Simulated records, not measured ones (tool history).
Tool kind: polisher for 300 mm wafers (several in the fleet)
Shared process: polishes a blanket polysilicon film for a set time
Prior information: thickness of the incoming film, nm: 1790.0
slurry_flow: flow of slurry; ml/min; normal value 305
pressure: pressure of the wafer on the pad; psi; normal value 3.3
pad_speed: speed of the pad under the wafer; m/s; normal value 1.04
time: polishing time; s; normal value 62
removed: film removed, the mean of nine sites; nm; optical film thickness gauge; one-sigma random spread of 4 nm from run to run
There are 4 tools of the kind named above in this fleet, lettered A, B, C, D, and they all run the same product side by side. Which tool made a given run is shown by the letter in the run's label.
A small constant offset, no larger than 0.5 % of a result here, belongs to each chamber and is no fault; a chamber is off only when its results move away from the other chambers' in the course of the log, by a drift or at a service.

run    day  slurry_flow  pressure  pad_speed  time  removed
     0.225  -- chamber C: worn pad replaced by a new one
 1B  0.225          305       3.3       1.04    62   507.08
 2D  0.383          305       3.3       1.04    62   503.06
     0.558  -- chamber D: worn pad replaced by a new one
     0.633  -- chamber B: worn pad replaced by a new one
 3C  0.662          305       3.3       1.04    62   507.16
 4A    0.8          305       3.3       1.04    62   506.45
 5B  1.038          305       3.3       1.04    62   504.55
 6C  1.208          305       3.3       1.04    81   666.05
 7A  1.429          305       3.3       1.04    81   661.86
 8D  1.608          305       3.3       1.04    81   651.74
 9A  1.742          305       3.3       1.04    81   656.75
10C  1.908          305       3.3       1.04    62   510.47
11D  2.129          305       3.3       1.04    62   501.74
12B  2.346          305       3.3       1.04    62   510.94
     2.412  -- chamber D: worn pad replaced by a new one
     2.479  -- chamber A: worn pad replaced by a new one
13B  2.538          305       3.3       1.04    62   507.58
14A  2.788          305       3.3       1.04    62   517.59
15C  3.025          305       3.3       1.04    62   513.23
     3.058  -- chamber B: head pressure recalibrated
16D  3.246          305       3.3       1.04    62   501.69
17B  3.467          305       3.3       1.04    62   547.23
18C  3.608          305       3.3       1.04    62   508.57
19D  3.775          305       3.9       0.72    62   413.17
20A  3.942          305       3.9       0.72    62   413.85
21D  4.092          305       3.9       0.72    62   409.23
22A  4.283          305       3.9       0.72    62   413.49
     4.338  -- chamber D: worn pad replaced by a new one
     4.458  -- chamber D: head pressure recalibrated
23C  4.546          305       3.3       1.04    62   512.67
     4.712  -- chamber B: worn pad replaced by a new one
24B  4.721          305       3.3       1.04    62   549.14
     4.808  -- chamber C: worn pad replaced by a new one
25A  4.858          305       3.3       1.04    62   508.11
     4.917  -- chamber A: worn pad replaced by a new one
26B  5.071          305       3.3       1.04    62    551.6
27C  5.217          305       3.3       1.04    62   511.17
     5.342  -- chamber C: head pressure recalibrated
28D  5.496          305       3.3       1.04    62   503.61
29A  5.642          305       3.3       1.04    62   509.21
30C  5.788          305       3.3       1.04    62   510.27
31B  6.017          305       3.3       1.04    62   539.99
     6.175  -- chamber D: worn pad replaced by a new one
32D  6.217          305       3.3       1.04    62    508.6
33D  6.362          305       3.3       1.04    62   500.94
34A  6.588          305       3.3       1.04    62   510.52
35C  6.721          305       3.3       1.04    62   509.19
36B  6.933          265       3.3        1.3    62   682.13
37C  7.192          265       3.3        1.3    62   631.24
38A  7.417          265       3.3        1.3    62   623.26
39B  7.638          265       3.3        1.3    62   666.13
40D  7.917          305       3.3       1.04    62    506.5
         8  -- chamber D: worn pad replaced by a new one
41D  8.071          305       3.3       1.04    62   503.26
42B    8.3          305       3.3       1.04    62   546.35
43C  8.488          305       3.3       1.04    62   511.04

Read the log: is a single chamber off, either drifting away or since a service, is the gauge that measures every chamber drifting, or is nothing wrong beyond small per-chamber offsets? Name any odd chamber and what most likely caused it.

After it was serviced, chamber B no longer matches the other chambers.
Cause: head's pressure above its setpoint, % = 7.69.

Chamber B could run next with any of the 4 candidate recipes listed below; each alters the usual settings, and their results appear as question marks. Which one brings its results back in line with what the other chambers deliver on the usual settings?
Allowed miss from the other chambers' usual-settings mean, per result, to count as in line: removed 14 nm
44B-1  8.688          305       3.2       1.04    59        ?
44B-2  8.688          305       3.3       1.02    61        ?
44B-3  8.688          305       3.4       1.04    62        ?
44B-4  8.688          305       3.4       1.08    62        ?

On the usual settings, the other chambers give on average: removed 505.84 nm
  run  removed
44B-1   505.64
44B-2   528.48
44B-3   564.05
44B-4   585.81
Change 44B-1 lands the chamber within the allowed miss of the other chambers.

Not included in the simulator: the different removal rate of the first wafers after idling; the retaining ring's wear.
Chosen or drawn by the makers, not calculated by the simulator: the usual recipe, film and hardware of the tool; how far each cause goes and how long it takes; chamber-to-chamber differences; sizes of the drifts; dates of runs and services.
